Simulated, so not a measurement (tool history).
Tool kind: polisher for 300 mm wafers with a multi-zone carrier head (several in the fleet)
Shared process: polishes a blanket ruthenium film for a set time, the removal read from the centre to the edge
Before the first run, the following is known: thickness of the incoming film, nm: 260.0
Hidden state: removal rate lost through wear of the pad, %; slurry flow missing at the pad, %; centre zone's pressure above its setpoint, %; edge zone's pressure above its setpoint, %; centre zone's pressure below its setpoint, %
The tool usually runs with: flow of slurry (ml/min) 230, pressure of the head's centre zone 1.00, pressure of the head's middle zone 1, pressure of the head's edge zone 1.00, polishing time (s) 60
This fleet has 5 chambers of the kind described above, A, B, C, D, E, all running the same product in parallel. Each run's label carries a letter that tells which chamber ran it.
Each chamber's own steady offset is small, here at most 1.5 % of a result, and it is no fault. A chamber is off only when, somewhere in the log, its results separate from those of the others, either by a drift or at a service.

| run | hour | flow of slurry (ml/min) | pressure of the head's centre zone | pressure of the head's middle zone | pressure of the head's edge zone | polishing time (s) | wafers polished on this pad | hours since the slurry nozzle was cleaned | hours since the centre zone pressure was calibrated | hours since the edge zone pressure was calibrated | film removed at the wafer's centre (nm) | film removed at mid-radius (nm) | film removed at the wafer's edge (nm) |
|---|---|---|---|---|---|---|---|---|---|---|---|---|---|
| 1D | 10.1 | 230 | 1.00 | 1 | 1.00 | 60 | 853 | 112.9 | 262.4 | 53.9 | 45.018 | 44.988 | 44.523 |
|  | 12.1 | chamber A: worn pad replaced by a new one |
| 2B | 20.1 | 230 | 1.00 | 1 | 1.00 | 60 | 672 | 597.8 | 205.0 | 918.4 | 45.883 | 45.003 | 45.003 |
| 3E | 28.0 | 230 | 1.00 | 1 | 1.00 | 60 | 531 | 236.9 | 174.3 | 400.5 | 43.540 | 44.968 | 44.114 |
|  | 32.4 | chamber C: worn pad replaced by a new one |
|  | 33.5 | chamber B: slurry nozzle cleaned |
|  | 35.2 | chamber E: slurry nozzle cleaned |
|  | 36.9 | chamber D: worn pad replaced by a new one |
| 4C | 40.3 | 230 | 1.00 | 1 | 1.00 | 60 | 82 | 236.6 | 876.9 | 367.8 | 44.731 | 45.253 | 44.476 |
| 5A | 46.2 | 230 | 1.00 | 1 | 1.00 | 60 | 353 | 62.4 | 649.6 | 1174.6 | 44.306 | 44.969 | 44.909 |
|  | 48.4 | chamber E: worn pad replaced by a new one |
| 6B | 53.5 | 230 | 1.00 | 1 | 1.00 | 60 | 1017 | 20.1 | 238.4 | 951.8 | 45.683 | 44.558 | 44.741 |
|  | 61.9 | chamber B: worn pad replaced by a new one |
| 7E | 63.6 | 230 | 1.00 | 1 | 1.00 | 60 | 157 | 28.5 | 209.9 | 436.1 | 44.889 | 44.591 | 44.670 |
| 8C | 75.8 | 230 | 1.00 | 1 | 1.00 | 60 | 449 | 272.1 | 912.4 | 403.3 | 44.315 | 44.397 | 44.833 |
| 9D | 87.6 | 230 | 1.00 | 1 | 1.00 | 60 | 525 | 190.4 | 339.9 | 131.4 | 45.639 | 44.446 | 45.145 |
| 10A | 95.9 | 230 | 1.00 | 1 | 1.00 | 60 | 868 | 112.1 | 699.3 | 1224.3 | 43.002 | 45.246 | 45.121 |
|  | 103.6 | chamber A: worn pad replaced by a new one |
|  | 104.6 | chamber C: worn pad replaced by a new one |
| 11A | 105.5 | 230 | 1.00 | 1 | 1.00 | 60 | 20 | 121.7 | 708.9 | 1233.9 | 44.151 | 45.126 | 45.121 |
|  | 114.2 | chamber E: worn pad replaced by a new one |
| 12D | 114.3 | 230 | 1.00 | 1 | 1.00 | 60 | 801 | 217.1 | 366.6 | 158.1 | 44.359 | 43.918 | 44.336 |
| 13E | 123.0 | 230 | 1.00 | 1 | 1.00 | 60 | 91 | 87.9 | 269.3 | 495.5 | 44.679 | 45.543 | 44.551 |
| 14C | 130.0 | 230 | 1.00 | 1 | 1.00 | 60 | 263 | 326.3 | 966.6 | 457.5 | 44.137 | 45.678 | 44.343 |
| 15B | 142.4 | 230 | 1.00 | 1 | 1.00 | 60 | 833 | 109.0 | 327.3 | 1040.7 | 45.159 | 44.753 | 45.187 |
|  | 147.8 | chamber C: slurry nozzle cleaned |
| 16D | 155.3 | 230 | 1.00 | 1 | 1.00 | 60 | 1225 | 258.1 | 407.6 | 199.1 | 43.657 | 44.004 | 44.234 |
|  | 158.9 | chamber A: edge zone pressure recalibrated |
| 17C | 164.4 | 230 | 1.00 | 1 | 1.00 | 60 | 619 | 16.7 | 1001.0 | 491.9 | 44.327 | 45.232 | 44.991 |
|  | 166.9 | chamber D: worn pad replaced by a new one |
|  | 173.9 | chamber C: worn pad replaced by a new one |
| 18B | 176.8 | 230 | 1.00 | 1 | 1.00 | 60 | 1190 | 143.4 | 361.7 | 1075.1 | 44.955 | 44.188 | 45.527 |
|  | 181.9 | chamber E: worn pad replaced by a new one |
| 19E | 189.3 | 230 | 1.00 | 1 | 1.00 | 60 | 77 | 154.2 | 335.6 | 561.8 | 44.498 | 44.518 | 44.771 |
|  | 190.5 | chamber A: worn pad replaced by a new one |
|  | 194.1 | chamber B: worn pad replaced by a new one |
| 20A | 197.0 | 230 | 1.00 | 1 | 1.00 | 60 | 68 | 213.2 | 800.4 | 38.1 | 46.270 | 45.434 | 44.563 |
| 21D | 209.1 | 230 | 1.00 | 1 | 1.00 | 60 | 437 | 311.9 | 461.4 | 252.9 | 44.970 | 44.121 | 44.227 |
|  | 214.5 | chamber B: centre zone pressure recalibrated |
| 22C | 215.6 | 285 | 1.00 | 1 | 0.89 | 60 | 432 | 67.9 | 1052.2 | 543.1 | 46.104 | 46.144 | 42.766 |
| 23B | 226.0 | 285 | 1.00 | 1 | 0.89 | 60 | 330 | 192.6 | 11.5 | 1124.3 | 45.424 | 46.074 | 42.576 |
| 24A | 237.7 | 285 | 1.00 | 1 | 0.89 | 60 | 489 | 253.9 | 841.1 | 78.8 | 47.811 | 45.376 | 43.426 |
|  | 241.5 | chamber C: worn pad replaced by a new one |
| 25E | 248.0 | 285 | 1.00 | 1 | 0.89 | 60 | 684 | 212.9 | 394.3 | 620.5 | 46.129 | 46.520 | 42.428 |
|  | 249.7 | chamber E: worn pad replaced by a new one |
|  | 254.6 | chamber E: edge zone pressure recalibrated |
| 26D | 258.1 | 285 | 1.00 | 1 | 0.89 | 60 | 944 | 360.9 | 510.4 | 301.9 | 45.076 | 45.616 | 43.012 |
|  | 265.5 | chamber D: centre zone pressure recalibrated |
| 27A | 267.2 | 230 | 0.89 | 1 | 1.00 | 53 | 795 | 283.4 | 870.6 | 108.3 | 36.666 | 39.558 | 39.784 |
|  | 271.4 | chamber A: worn pad replaced by a new one |
|  | 273.7 | chamber D: worn pad replaced by a new one |
| 28B | 275.8 | 230 | 0.89 | 1 | 1.00 | 53 | 846 | 242.4 | 61.3 | 1174.1 | 34.870 | 39.860 | 40.088 |
|  | 285.4 | chamber E: slurry nozzle cleaned |
| 29C | 289.4 | 230 | 0.89 | 1 | 1.00 | 53 | 496 | 141.7 | 1126.0 | 616.9 | 35.087 | 39.266 | 39.455 |
| 30E | 296.6 | 230 | 0.89 | 1 | 1.00 | 53 | 485 | 11.3 | 442.9 | 42.0 | 34.339 | 39.659 | 38.349 |
|  | 299.5 | chamber C: centre zone pressure recalibrated |
|  | 301.0 | chamber B: worn pad replaced by a new one |
| 31A | 306.4 | 230 | 0.89 | 1 | 1.00 | 53 | 362 | 322.6 | 909.8 | 147.5 | 37.147 | 39.580 | 40.007 |
|  | 308.1 | chamber C: worn pad replaced by a new one |
|  | 314.6 | chamber E: worn pad replaced by a new one |
| 32D | 315.6 | 230 | 1.00 | 1 | 1.00 | 60 | 434 | 418.4 | 50.2 | 359.4 | 44.480 | 44.208 | 44.709 |
| 33E | 325.3 | 230 | 1.00 | 1 | 1.00 | 60 | 111 | 40.0 | 471.6 | 70.7 | 44.725 | 44.342 | 44.164 |
| 34B | 334.3 | 230 | 1.00 | 1 | 1.00 | 60 | 345 | 300.9 | 119.8 | 1232.6 | 45.191 | 44.646 | 44.705 |
| 35C | 347.4 | 230 | 1.00 | 1 | 1.00 | 60 | 407 | 199.7 | 47.9 | 674.9 | 44.141 | 44.836 | 44.713 |
| 36D | 354.7 | 230 | 1.00 | 1 | 1.00 | 60 | 839 | 457.5 | 89.3 | 398.5 | 44.316 | 44.423 | 44.678 |
| 37E | 363.2 | 230 | 1.00 | 1 | 1.00 | 60 | 503 | 77.9 | 509.5 | 108.6 | 44.627 | 45.157 | 44.910 |

Next, all 5 chambers run the settings below, one line each with question marks for the results. What does each chamber give?
| 38A | 373.0 | 230 | 1.00 | 1 | 0.90 | 60 |  |  |  |  | ? | ? | ? |
| 38B | 373.0 | 230 | 1.00 | 1 | 0.90 | 60 |  |  |  |  | ? | ? | ? |
| 38C | 373.0 | 230 | 1.00 | 1 | 0.90 | 60 |  |  |  |  | ? | ? | ? |
| 38D | 373.0 | 230 | 1.00 | 1 | 0.90 | 60 |  |  |  |  | ? | ? | ? |
| 38E | 373.0 | 230 | 1.00 | 1 | 0.90 | 60 |  |  |  |  | ? | ? | ? |

| run | film removed at the wafer's centre (nm) | film removed at mid-radius (nm) | film removed at the wafer's edge (nm) |
|---|---|---|---|
| 38A | 48.667 | 44.889 | 42.602 |
| 38B | 44.782 | 44.140 | 42.359 |
| 38C | 43.970 | 45.027 | 42.496 |
| 38D | 44.680 | 45.137 | 42.281 |
| 38E | 44.671 | 45.318 | 41.665 |

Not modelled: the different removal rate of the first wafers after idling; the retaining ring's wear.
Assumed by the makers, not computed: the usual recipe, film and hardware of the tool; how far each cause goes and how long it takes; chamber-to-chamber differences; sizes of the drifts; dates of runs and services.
